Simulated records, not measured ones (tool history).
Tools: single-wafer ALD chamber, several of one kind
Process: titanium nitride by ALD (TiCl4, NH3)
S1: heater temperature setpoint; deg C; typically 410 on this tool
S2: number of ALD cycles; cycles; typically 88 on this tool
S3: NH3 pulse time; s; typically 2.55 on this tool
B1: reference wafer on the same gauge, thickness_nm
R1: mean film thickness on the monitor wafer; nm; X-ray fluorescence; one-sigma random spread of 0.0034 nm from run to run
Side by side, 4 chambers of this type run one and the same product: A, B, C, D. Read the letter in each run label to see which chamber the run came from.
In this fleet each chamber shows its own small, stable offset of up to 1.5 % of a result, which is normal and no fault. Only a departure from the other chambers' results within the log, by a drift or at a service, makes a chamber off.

{"run": "1B", "hour": 4.5, "S1": 410, "S2": 88, "S3": 2.55, "B1": 1.9896, "R1": 1.9903}
{"run": "2A", "hour": 9.7, "S1": 410, "S2": 88, "S3": 2.55, "B1": 1.9899, "R1": 1.9701}
{"run": "3C", "hour": 12.6, "S1": 410, "S2": 88, "S3": 2.55, "B1": 1.989, "R1": 1.9664}
{"run": "4D", "hour": 16.1, "S1": 410, "S2": 88, "S3": 2.55, "B1": 1.9882, "R1": 1.9686}
{"run": "5C", "hour": 21.4, "S1": 410, "S2": 88, "S3": 2.55, "B1": 1.9886, "R1": 1.967}
{"run": "6A", "hour": 24.8, "S1": 410, "S2": 88, "S3": 1.61, "B1": 1.9881, "R1": 1.9439}
{"run": "7D", "hour": 29.4, "S1": 410, "S2": 88, "S3": 1.61, "B1": 1.9879, "R1": 1.9402}
{"run": "8B", "hour": 32.7, "S1": 410, "S2": 88, "S3": 1.61, "B1": 1.987, "R1": 1.9532}
{"run": "9A", "hour": 37.8, "S1": 410, "S2": 88, "S3": 1.61, "B1": 1.987, "R1": 1.9483}
{"run": "10D", "hour": 43.1, "S1": 410, "S2": 88, "S3": 2.55, "B1": 1.9872, "R1": 1.9656}
{"run": "11B", "hour": 47.5, "S1": 410, "S2": 88, "S3": 2.55, "B1": 1.9877, "R1": 1.9801}
{"run": "12C", "hour": 50.9, "S1": 410, "S2": 88, "S3": 2.55, "B1": 1.9862, "R1": 1.9636}
{"run": "13D", "hour": 54.8, "S1": 410, "S2": 88, "S3": 2.55, "B1": 1.985, "R1": 1.9683}
{"run": "14C", "hour": 59.5, "S1": 410, "S2": 88, "S3": 2.55, "B1": 1.9849, "R1": 1.9692}
{"run": "15A", "hour": 65.0, "S1": 410, "S2": 88, "S3": 2.55, "B1": 1.9844, "R1": 1.9764}
{"run": "16B", "hour": 70.0, "S1": 410, "S2": 88, "S3": 2.55, "B1": 1.986, "R1": 1.9779}
{"run": "17C", "hour": 73.0, "S1": 410, "S2": 88, "S3": 2.55, "B1": 1.9836, "R1": 1.9652}
{"run": "18A", "hour": 76.9, "S1": 410, "S2": 88, "S3": 2.55, "B1": 1.9852, "R1": 1.9743}
{"run": "19B", "hour": 81.5, "S1": 410, "S2": 88, "S3": 2.55, "B1": 1.9846, "R1": 1.9783}
{"run": "20D", "hour": 86.8, "S1": 410, "S2": 88, "S3": 2.55, "B1": 1.9827, "R1": 1.9676}
{"run": "21A", "hour": 89.8, "S1": 410, "S2": 88, "S3": 2.55, "B1": 1.9834, "R1": 1.9723}
{"run": "22D", "hour": 92.6, "S1": 410, "S2": 88, "S3": 2.55, "B1": 1.9829, "R1": 1.9641}
{"run": "23C", "hour": 97.9, "S1": 410, "S2": 88, "S3": 2.55, "B1": 1.9832, "R1": 1.9663}
{"run": "24B", "hour": 103.5, "S1": 410, "S2": 88, "S3": 2.55, "B1": 1.983, "R1": 1.9756}
{"run": "25C", "hour": 107.9, "S1": 410, "S2": 88, "S3": 2.55, "B1": 1.982, "R1": 1.9609}
{"run": "26A", "hour": 111.4, "S1": 410, "S2": 88, "S3": 2.55, "B1": 1.9813, "R1": 1.9705}
{"run": "27B", "hour": 115.1, "S1": 410, "S2": 88, "S3": 2.55, "B1": 1.9804, "R1": 1.9706}
{"run": "28D", "hour": 118.9, "S1": 410, "S2": 88, "S3": 2.55, "B1": 1.9815, "R1": 1.9601}
{"run": "29C", "hour": 122.4, "S1": 410, "S2": 88, "S3": 2.55, "B1": 1.9808, "R1": 1.9587}
{"run": "30B", "hour": 127.7, "S1": 410, "S2": 88, "S3": 2.55, "B1": 1.9799, "R1": 1.9742}
{"run": "31A", "hour": 131.0, "S1": 410, "S2": 88, "S3": 2.55, "B1": 1.9799, "R1": 1.967}
{"run": "32D", "hour": 134.1, "S1": 410, "S2": 78, "S3": 2.55, "B1": 1.9794, "R1": 1.7406}
{"run": "33A", "hour": 137.6, "S1": 410, "S2": 78, "S3": 2.55, "B1": 1.9803, "R1": 1.742}
{"run": "34D", "hour": 141.3, "S1": 410, "S2": 78, "S3": 2.55, "B1": 1.9789, "R1": 1.7369}
{"run": "35B", "hour": 145.6, "S1": 410, "S2": 78, "S3": 2.55, "B1": 1.9793, "R1": 1.7529}
{"run": "36C", "hour": 149.1, "S1": 410, "S2": 88, "S3": 2.55, "B1": 1.9786, "R1": 1.9599}
{"run": "37C", "hour": 154.7, "S1": 410, "S2": 88, "S3": 2.55, "B1": 1.9781, "R1": 1.9565}
{"run": "38B", "hour": 159.1, "S1": 410, "S2": 88, "S3": 2.55, "B1": 1.9777, "R1": 1.9708}
{"run": "39A", "hour": 164.5, "S1": 410, "S2": 88, "S3": 2.55, "B1": 1.978, "R1": 1.9659}
{"run": "40D", "hour": 169.2, "S1": 410, "S2": 88, "S3": 2.55, "B1": 1.9777, "R1": 1.9681}
{"run": "41B", "hour": 173.9, "S1": 410, "S2": 88, "S3": 2.55, "B1": 1.9771, "R1": 1.9765}
{"run": "42C", "hour": 177.1, "S1": 410, "S2": 88, "S3": 2.55, "B1": 1.9766, "R1": 1.9618}
{"run": "43D", "hour": 180.3, "S1": 410, "S2": 88, "S3": 2.55, "B1": 1.9767, "R1": 1.9599}

Each of the 4 chambers runs these same settings next. Fill in every chamber's results:
{"run": "44A", "hour": 184.3, "S1": 410, "S2": 76, "S3": 2.55, "R1": "?"}
{"run": "44B", "hour": 184.3, "S1": 410, "S2": 76, "S3": 2.55, "R1": "?"}
{"run": "44C", "hour": 184.3, "S1": 410, "S2": 76, "S3": 2.55, "R1": "?"}
{"run": "44D", "hour": 184.3, "S1": 410, "S2": 76, "S3": 2.55, "R1": "?"}

run=44A R1=1.6990
run=44B R1=1.7017
run=44C R1=1.6910
run=44D R1=1.6906

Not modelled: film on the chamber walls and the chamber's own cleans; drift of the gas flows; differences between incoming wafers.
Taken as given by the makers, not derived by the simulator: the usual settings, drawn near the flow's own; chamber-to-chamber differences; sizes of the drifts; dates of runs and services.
